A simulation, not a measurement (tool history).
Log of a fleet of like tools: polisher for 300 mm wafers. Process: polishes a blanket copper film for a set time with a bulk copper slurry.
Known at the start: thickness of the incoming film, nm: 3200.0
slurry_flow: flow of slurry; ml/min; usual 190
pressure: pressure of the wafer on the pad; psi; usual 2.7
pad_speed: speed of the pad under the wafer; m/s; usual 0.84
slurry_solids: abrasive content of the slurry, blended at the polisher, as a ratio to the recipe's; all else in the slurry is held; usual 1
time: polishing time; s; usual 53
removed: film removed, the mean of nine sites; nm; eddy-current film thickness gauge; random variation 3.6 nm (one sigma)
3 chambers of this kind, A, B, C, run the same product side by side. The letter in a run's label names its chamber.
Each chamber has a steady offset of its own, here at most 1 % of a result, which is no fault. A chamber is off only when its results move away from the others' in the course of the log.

run   hour  slurry_flow  pressure  pad_speed  slurry_solids  time  wafers polished on this pad  hours since the slurry nozzle was cleaned  hours since the head pressure was calibrated  hours since the slurry blender was calibrated  removed
 1C   14.1          190       2.7       0.84              1    53                          759                                      246.2                                         650.8                                          411.2   361.55
 2B     25          190       2.7       0.84              1    53                          541                                      187.7                                          99.1                                          467.7   366.76
        31  -- chamber B: slurry blender recalibrated
 3A   34.2          190       2.7       0.84              1    53                          768                                      189.7                                        1366.2                                          212.4   357.94
 4C     44          190       2.7       0.84              1    53                         1028                                      276.1                                         680.7                                          441.1   362.35
 5A     57          190       2.7       0.84              1    53                          974                                      212.5                                          1389                                          235.2   360.87
 6B   70.5          190       2.7       0.84              1    53                          950                                      233.2                                         144.6                                           39.5   361.66
 7C   82.6          210       3.5       0.84              1    53                         1376                                      314.7                                         719.3                                          479.7   483.76
      83.7  -- chamber B: worn pad replaced by a new one
      86.9  -- chamber C: worn pad replaced by a new one
      88.9  -- chamber A: worn pad replaced by a new one
 8A   90.3          210       3.5       0.84              1    53                           13                                      245.8                                        1422.3                                          268.5   474.24
      91.8  -- chamber B: slurry nozzle cleaned
 9B   99.3          210       3.5       0.84              1    53                          141                                        7.6                                         173.4                                           68.3   467.31
     107.7  -- chamber A: slurry nozzle cleaned
10A  108.2          190       2.7       0.64              1    53                          174                                        0.6                                        1440.2                                          286.4    275.9
11C  119.1          190       2.7       0.64              1    53                          290                                      351.2                                         755.8                                          516.2   279.12
12B  131.1          190       2.7       0.64              1    53                          427                                       39.4                                         205.2                                          100.1   274.81
13B  142.1          190       2.7       0.84              1    53                          526                                       50.4                                         216.2                                          111.1   362.97
     154.1  -- chamber A: head pressure recalibrated
14C  156.4          190       2.7       0.84              1    53                          626                                      388.5                                         793.1                                          553.5   359.04
15A  163.5          190       2.7       0.84            0.7    53                          672                                       55.9                                           9.5                                          341.7    301.5
     163.8  -- chamber C: slurry blender recalibrated
16B  177.2          190       2.7       0.84            0.7    53                          843                                       85.5                                         251.3                                          146.2   340.06
     187.5  -- chamber A: slurry blender recalibrated
17C  191.2          190       2.7       0.84            0.7    53                          939                                      423.3                                         827.9                                           27.5      331
     200.3  -- chamber A: worn pad replaced by a new one
18A  201.8          190       2.7       0.84              1    53                           13                                       94.2                                          47.8                                           14.4   332.75
19C  209.1          190       2.7       0.84              1    53                         1101                                      441.2                                         845.8                                           45.4   361.15
20A  219.1          190       2.7       0.84              1    53                          169                                      111.5                                          65.1                                           31.7   324.42
21B    230          190       2.7       0.84              1    53                         1318                                      138.3                                         304.1                                            199   364.77
     234.4  -- chamber B: worn pad replaced by a new one
     235.5  -- chamber C: worn pad replaced by a new one
22C  240.2          190       2.7       0.84              1    53                           42                                      472.3                                         876.9                                           76.5   364.89
23B  248.6          190       2.7       0.84              1    53                          128                                      156.9                                         322.7                                          217.6   367.16
     250.9  -- chamber C: head pressure recalibrated
24A    259          155       2.7       0.84              1    53                          529                                      151.4                                           105                                           71.6   318.52
25A  273.9          155       2.7       0.84              1    53                          663                                      166.3                                         119.9                                           86.5   318.97
26C    287          155       2.7       0.84              1    53                          464                                      519.1                                          36.1                                          123.3   350.21
27B  297.4          190       2.7       0.84              1    53                          567                                      205.7                                         371.5                                          266.4   363.87
28C  311.3          190       3.3       0.84           1.25    53                          683                                      543.4                                          60.4                                          147.6   460.96
29A    323          190       3.3       0.84           1.25    53                         1105                                      215.4                                           169                                          135.6   417.65

What goes on in this fleet: one chamber off, a drifting gauge, or nothing beyond the chambers' own small offsets? Name the chamber and the cause, if any.

A service left chamber A off against the others.
Cause: head's pressure below its setpoint, % = 9.75.

Here are 4 candidates for chamber A's next run, each the usual settings with a change, their results left as question marks. Which one brings its results back in line with what the others give on the usual settings?
In line means no further than this from the other chambers' mean on the usual settings: removed 13 nm
30A-1  333.7          190       2.7       0.76              1    53                                                                                                                                                                             ?
30A-2  333.7          190       2.8       0.86              1    55                                                                                                                                                                             ?
30A-3  333.7          190       2.7       0.76              1    48                                                                                                                                                                             ?
30A-4  333.7          190       2.7       0.84              1    65                                                                                                                                                                             ?

The other chambers' mean on the usual settings: removed 361.59 nm
  run  removed
30A-1   295.78
30A-2   359.54
30A-3   267.87
30A-4    400.3
30A-2 brings the chamber back in line.
